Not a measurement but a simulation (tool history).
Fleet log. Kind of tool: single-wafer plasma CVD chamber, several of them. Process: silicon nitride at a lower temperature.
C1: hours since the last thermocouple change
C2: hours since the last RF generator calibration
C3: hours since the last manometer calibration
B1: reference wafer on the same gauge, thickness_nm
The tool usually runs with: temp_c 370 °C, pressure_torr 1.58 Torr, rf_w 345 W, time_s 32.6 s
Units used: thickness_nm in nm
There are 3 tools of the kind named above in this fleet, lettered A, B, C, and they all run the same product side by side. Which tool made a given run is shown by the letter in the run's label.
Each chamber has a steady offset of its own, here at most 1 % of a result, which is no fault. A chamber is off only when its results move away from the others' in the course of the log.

run 1B hour=5 | temp_c=370 pressure_torr=1.58 rf_w=345 time_s=32.6 | C1=571.2 C2=972.4 C3=1061.5 | B1=40.617 | thickness_nm=41.275
run 2C hour=13.2 | temp_c=370 pressure_torr=1.58 rf_w=345 time_s=32.6 | C1=876.5 C2=1155.7 C3=917.3 | B1=40.624 | thickness_nm=41.691
run 3A hour=20.6 | temp_c=370 pressure_torr=1.58 rf_w=345 time_s=32.6 | C1=352.3 C2=1208.2 C3=1910 | B1=40.581 | thickness_nm=41.372
run 4C hour=25.6 | temp_c=370 pressure_torr=1.58 rf_w=345 time_s=32.6 | C1=888.9 C2=1168.1 C3=929.7 | B1=40.575 | thickness_nm=41.499
run 5B hour=33.9 | temp_c=370 pressure_torr=1.58 rf_w=345 time_s=32.6 | C1=600.1 C2=1001.3 C3=1090.4 | B1=40.606 | thickness_nm=41.337
run 6A hour=41.7 | temp_c=370 pressure_torr=1.58 rf_w=345 time_s=32.6 | C1=373.4 C2=1229.3 C3=1931.1 | B1=40.573 | thickness_nm=41.511
run 7A hour=47.7 | temp_c=370 pressure_torr=1.58 rf_w=345 time_s=32.6 | C1=379.4 C2=1235.3 C3=1937.1 | B1=40.596 | thickness_nm=41.455
run 8B hour=56.9 | temp_c=370 pressure_torr=1.58 rf_w=345 time_s=32.6 | C1=623.1 C2=1024.3 C3=1113.4 | B1=40.589 | thickness_nm=41.286
run 9C hour=65 | temp_c=370 pressure_torr=1.58 rf_w=345 time_s=32.6 | C1=928.3 C2=1207.5 C3=969.1 | B1=40.581 | thickness_nm=41.842
run 10C hour=72.1 | temp_c=370 pressure_torr=1.58 rf_w=345 time_s=32.6 | C1=935.4 C2=1214.6 C3=976.2 | B1=40.592 | thickness_nm=41.726
run 11B hour=76.8 | temp_c=370 pressure_torr=1.58 rf_w=345 time_s=32.6 | C1=643 C2=1044.2 C3=1133.3 | B1=40.58 | thickness_nm=41.574
run 12A hour=84.6 | temp_c=370 pressure_torr=1.58 rf_w=345 time_s=32.6 | C1=416.3 C2=1272.2 C3=1974 | B1=40.583 | thickness_nm=41.454
run 13A hour=89.7 | temp_c=370 pressure_torr=1.58 rf_w=345 time_s=32.6 | C1=421.4 C2=1277.3 C3=1979.1 | B1=40.579 | thickness_nm=40.83
run 14C hour=95.1 | temp_c=370 pressure_torr=1.58 rf_w=345 time_s=32.6 | C1=958.4 C2=1237.6 C3=999.2 | B1=40.616 | thickness_nm=41.778
run 15B hour=101.1 | temp_c=370 pressure_torr=1.58 rf_w=345 time_s=32.6 | C1=667.3 C2=1068.5 C3=1157.6 | B1=40.545 | thickness_nm=41.183
run 16A hour=106.9 | temp_c=370 pressure_torr=1.58 rf_w=345 time_s=32.6 | C1=438.6 C2=1294.5 C3=1996.3 | B1=40.598 | thickness_nm=41.531
run 17B hour=115.4 | temp_c=370 pressure_torr=1.58 rf_w=345 time_s=32.6 | C1=681.6 C2=1082.8 C3=1171.9 | B1=40.614 | thickness_nm=41.329
-- hour=117.6 chamber A: RF generator calibrated
run 18C hour=121.3 | temp_c=370 pressure_torr=1.58 rf_w=345 time_s=32.6 | C1=984.6 C2=1263.8 C3=1025.4 | B1=40.641 | thickness_nm=41.429
run 19C hour=128.6 | temp_c=370 pressure_torr=1.58 rf_w=345 time_s=32.6 | C1=991.9 C2=1271.1 C3=1032.7 | B1=40.621 | thickness_nm=41.889
run 20A hour=135.6 | temp_c=360 pressure_torr=1.86 rf_w=345 time_s=32.6 | C1=467.3 C2=18 C3=2025 | B1=40.619 | thickness_nm=43.276
run 21B hour=142.7 | temp_c=360 pressure_torr=1.86 rf_w=345 time_s=32.6 | C1=708.9 C2=1110.1 C3=1199.2 | B1=40.598 | thickness_nm=43.477
run 22C hour=151.3 | temp_c=360 pressure_torr=1.86 rf_w=345 time_s=32.6 | C1=1014.6 C2=1293.8 C3=1055.4 | B1=40.656 | thickness_nm=43.869
run 23A hour=159.5 | temp_c=370 pressure_torr=1.58 rf_w=345 time_s=32.6 | C1=491.2 C2=41.9 C3=2048.9 | B1=40.648 | thickness_nm=41.36
run 24B hour=165.4 | temp_c=370 pressure_torr=1.58 rf_w=345 time_s=32.6 | C1=731.6 C2=1132.8 C3=1221.9 | B1=40.616 | thickness_nm=41.25
run 25C hour=172.8 | temp_c=370 pressure_torr=1.58 rf_w=345 time_s=32.6 | C1=1036.1 C2=1315.3 C3=1076.9 | B1=40.577 | thickness_nm=41.713
run 26A hour=179.7 | temp_c=370 pressure_torr=1.58 rf_w=345 time_s=32.6 | C1=511.4 C2=62.1 C3=2069.1 | B1=40.57 | thickness_nm=40.926
run 27B hour=183.7 | temp_c=370 pressure_torr=1.58 rf_w=345 time_s=32.6 | C1=749.9 C2=1151.1 C3=1240.2 | B1=40.584 | thickness_nm=41.185
run 28B hour=188.2 | temp_c=370 pressure_torr=1.58 rf_w=345 time_s=32.6 | C1=754.4 C2=1155.6 C3=1244.7 | B1=40.571 | thickness_nm=41.163
run 29A hour=194.7 | temp_c=370 pressure_torr=1.58 rf_w=345 time_s=32.6 | C1=526.4 C2=77.1 C3=2084.1 | B1=40.61 | thickness_nm=41.423
run 30C hour=198.9 | temp_c=370 pressure_torr=1.58 rf_w=345 time_s=32.6 | C1=1062.2 C2=1341.4 C3=1103 | B1=40.616 | thickness_nm=41.697
run 31C hour=206.6 | temp_c=370 pressure_torr=1.58 rf_w=345 time_s=32.6 | C1=1069.9 C2=1349.1 C3=1110.7 | B1=40.601 | thickness_nm=41.086
run 32B hour=213.9 | temp_c=370 pressure_torr=1.58 rf_w=345 time_s=32.6 | C1=780.1 C2=1181.3 C3=1270.4 | B1=40.608 | thickness_nm=41.299
run 33A hour=221.9 | temp_c=370 pressure_torr=1.58 rf_w=345 time_s=32.6 | C1=553.6 C2=104.3 C3=2111.3 | B1=40.645 | thickness_nm=41.25
run 34A hour=226.3 | temp_c=370 pressure_torr=1.58 rf_w=345 time_s=32.6 | C1=558 C2=108.7 C3=2115.7 | B1=40.673 | thickness_nm=41.603
run 35B hour=235.1 | temp_c=370 pressure_torr=1.58 rf_w=345 time_s=32.6 | C1=801.3 C2=1202.5 C3=1291.6 | B1=40.577 | thickness_nm=41.122

One chamber off, gauge drift, or nothing amiss beyond the chambers' own small offsets? If it is a chamber, which one, and what is the likeliest cause?

No chamber stands off beyond its own small offset, and the gauge holds steady.
